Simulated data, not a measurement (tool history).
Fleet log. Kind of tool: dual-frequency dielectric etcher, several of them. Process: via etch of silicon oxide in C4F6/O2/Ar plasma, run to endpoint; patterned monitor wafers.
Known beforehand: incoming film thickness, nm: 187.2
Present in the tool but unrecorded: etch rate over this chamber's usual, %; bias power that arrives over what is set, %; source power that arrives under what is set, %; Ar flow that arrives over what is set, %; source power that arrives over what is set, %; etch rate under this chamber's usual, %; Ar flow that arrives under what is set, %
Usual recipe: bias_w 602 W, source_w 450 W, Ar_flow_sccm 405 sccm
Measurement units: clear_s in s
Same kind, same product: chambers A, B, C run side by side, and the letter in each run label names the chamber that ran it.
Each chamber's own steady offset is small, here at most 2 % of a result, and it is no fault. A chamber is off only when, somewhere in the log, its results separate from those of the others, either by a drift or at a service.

| run | hour | bias_w | source_w | Ar_flow_sccm | hours since the last wet clean | hours since the last bias power generator calibration | hours since the last source power generator calibration | hours since the last Ar flow controller change | clear_s |
|---|---|---|---|---|---|---|---|---|---|
|  | 7.4 | chamber B: wet clean of the chamber |
| 1A | 9.2 | 602 | 450 | 405 | 182.9 | 657.4 | 1822.9 | 469.6 | 38.544 |
| 2C | 25.1 | 602 | 450 | 405 | 375.7 | 1404.7 | 1231.3 | 1609.4 | 37.815 |
| 3B | 35.8 | 602 | 450 | 405 | 28.5 | 295.6 | 1726.7 | 555.5 | 37.397 |
| 4C | 48.6 | 602 | 450 | 405 | 399.2 | 1428.2 | 1254.8 | 1632.9 | 37.837 |
| 5A | 59.9 | 602 | 450 | 471 | 233.6 | 708.1 | 1873.6 | 520.3 | 39.277 |
| 6B | 72.4 | 602 | 450 | 471 | 65.1 | 332.2 | 1763.3 | 592.1 | 37.936 |
| 7C | 82.5 | 602 | 450 | 471 | 433.1 | 1462.1 | 1288.7 | 1666.8 | 38.675 |
| 8B | 94.1 | 602 | 450 | 405 | 86.8 | 353.9 | 1785 | 613.8 | 37.508 |
| 9A | 106.3 | 602 | 450 | 405 | 280 | 754.5 | 1920 | 566.7 | 38.255 |
| 10A | 121.1 | 602 | 450 | 405 | 294.8 | 769.3 | 1934.8 | 581.5 | 38.307 |
| 11C | 135 | 602 | 450 | 405 | 485.6 | 1514.6 | 1341.2 | 1719.3 | 37.784 |
| 12B | 145.8 | 602 | 450 | 405 | 138.5 | 405.6 | 1836.7 | 665.5 | 37.074 |
| 13C | 155.1 | 602 | 450 | 405 | 505.7 | 1534.7 | 1361.3 | 1739.4 | 37.816 |
|  | 160.2 | chamber C: wet clean of the chamber |
| 14B | 170.1 | 602 | 450 | 405 | 162.8 | 429.9 | 1861 | 689.8 | 37.071 |
| 15A | 178 | 602 | 450 | 405 | 351.7 | 826.2 | 1991.7 | 638.4 | 38.489 |
| 16B | 189.5 | 602 | 390 | 405 | 182.2 | 449.3 | 1880.4 | 709.2 | 39.098 |
| 17A | 196.6 | 602 | 390 | 405 | 370.3 | 844.8 | 2010.3 | 657 | 40.491 |
|  | 201.9 | chamber A: wet clean of the chamber |
| 18C | 206.9 | 602 | 390 | 405 | 46.8 | 1586.5 | 1413.1 | 1791.2 | 41.201 |
| 19A | 217.9 | 602 | 450 | 405 | 16.1 | 866.1 | 2031.6 | 678.3 | 38.447 |
| 20B | 229.8 | 602 | 450 | 405 | 222.5 | 489.6 | 1920.7 | 749.5 | 37.236 |
| 21C | 239.8 | 602 | 540 | 405 | 79.7 | 1619.4 | 1446 | 1824.1 | 36.54 |
| 22B | 247.5 | 602 | 540 | 405 | 240.2 | 507.3 | 1938.4 | 767.2 | 34.903 |
| 23C | 255.3 | 602 | 540 | 405 | 95.2 | 1634.9 | 1461.5 | 1839.6 | 36.396 |
| 24A | 262.2 | 602 | 450 | 405 | 60.4 | 910.4 | 2075.9 | 722.6 | 38.291 |
| 25C | 274.1 | 602 | 450 | 405 | 114 | 1653.7 | 1480.3 | 1858.4 | 39.011 |
| 26B | 283.5 | 602 | 450 | 405 | 276.2 | 543.3 | 1974.4 | 803.2 | 37.299 |
| 27A | 295.7 | 602 | 450 | 405 | 93.9 | 943.9 | 2109.4 | 756.1 | 38.289 |
| 28B | 305.8 | 602 | 450 | 405 | 298.5 | 565.6 | 1996.7 | 825.5 | 37.046 |
| 29C | 316.2 | 602 | 450 | 405 | 156.1 | 1695.8 | 1522.4 | 1900.5 | 38.749 |
| 30A | 326 | 602 | 450 | 405 | 124.2 | 974.2 | 2139.7 | 786.4 | 38.256 |
|  | 330.9 | chamber C: Ar flow controller replaced |
| 31A | 334.9 | 720 | 530 | 405 | 133.1 | 983.1 | 2148.6 | 795.3 | 33.68 |
| 32B | 342.6 | 720 | 530 | 405 | 335.3 | 602.4 | 2033.5 | 862.3 | 32.858 |
| 33C | 357.8 | 720 | 530 | 405 | 197.7 | 1737.4 | 1564 | 27 | 34.241 |
| 34B | 367.5 | 602 | 450 | 405 | 360.2 | 627.3 | 2058.4 | 887.2 | 37.294 |
|  | 370.7 | chamber B: wet clean of the chamber |
| 35A | 382.1 | 602 | 450 | 405 | 180.3 | 1030.3 | 2195.8 | 842.5 | 38.457 |
| 36C | 394.1 | 602 | 450 | 405 | 234 | 1773.7 | 1600.3 | 63.3 | 39.084 |
| 37A | 404 | 602 | 450 | 405 | 202.2 | 1052.2 | 2217.7 | 864.4 | 38.404 |
| 38B | 419.6 | 602 | 450 | 405 | 49 | 679.4 | 2110.5 | 939.3 | 37.277 |
| 39C | 426.6 | 602 | 450 | 494 | 266.5 | 1806.2 | 1632.8 | 95.8 | 39.87 |
| 40B | 439.5 | 602 | 450 | 494 | 68.9 | 699.3 | 2130.4 | 959.2 | 38.017 |
| 41C | 450.9 | 602 | 450 | 494 | 290.8 | 1830.5 | 1657.1 | 120.1 | 39.617 |

Which is it: a chamber that has drifted or been left off by a service, a gauge drift common to all chambers, or only each chamber's usual small offset? If a chamber is off, name it and its likeliest cause.

Chamber C came out of a service off from its peers and stayed that way.
Likeliest cause: etch rate under this chamber's usual, % = 2.73.

Here are 4 candidates for chamber C's next run, each the usual settings with a change, their results left as question marks. Which one brings its results back in line with what the others give on the usual settings?
Maximum distance from the other chambers' mean on the usual settings for a result to count as in line: clear_s 0.45 s
| 42C-1 | 462.3 | 602 | 410 | 405 |  |  |  |  | ? |
| 42C-2 | 462.3 | 588 | 450 | 405 |  |  |  |  | ? |
| 42C-3 | 462.3 | 602 | 460 | 402 |  |  |  |  | ? |
| 42C-4 | 462.3 | 626 | 470 | 400 |  |  |  |  | ? |

Other chambers, usual settings, mean: clear_s 37.85 s
| run | clear_s |
|---|---|
| 42C-1 | 40.277 |
| 42C-2 | 39.289 |
| 42C-3 | 38.591 |
| 42C-4 | 37.693 |
The answer is 42C-4, which returns the chamber to within the allowed miss of the others.
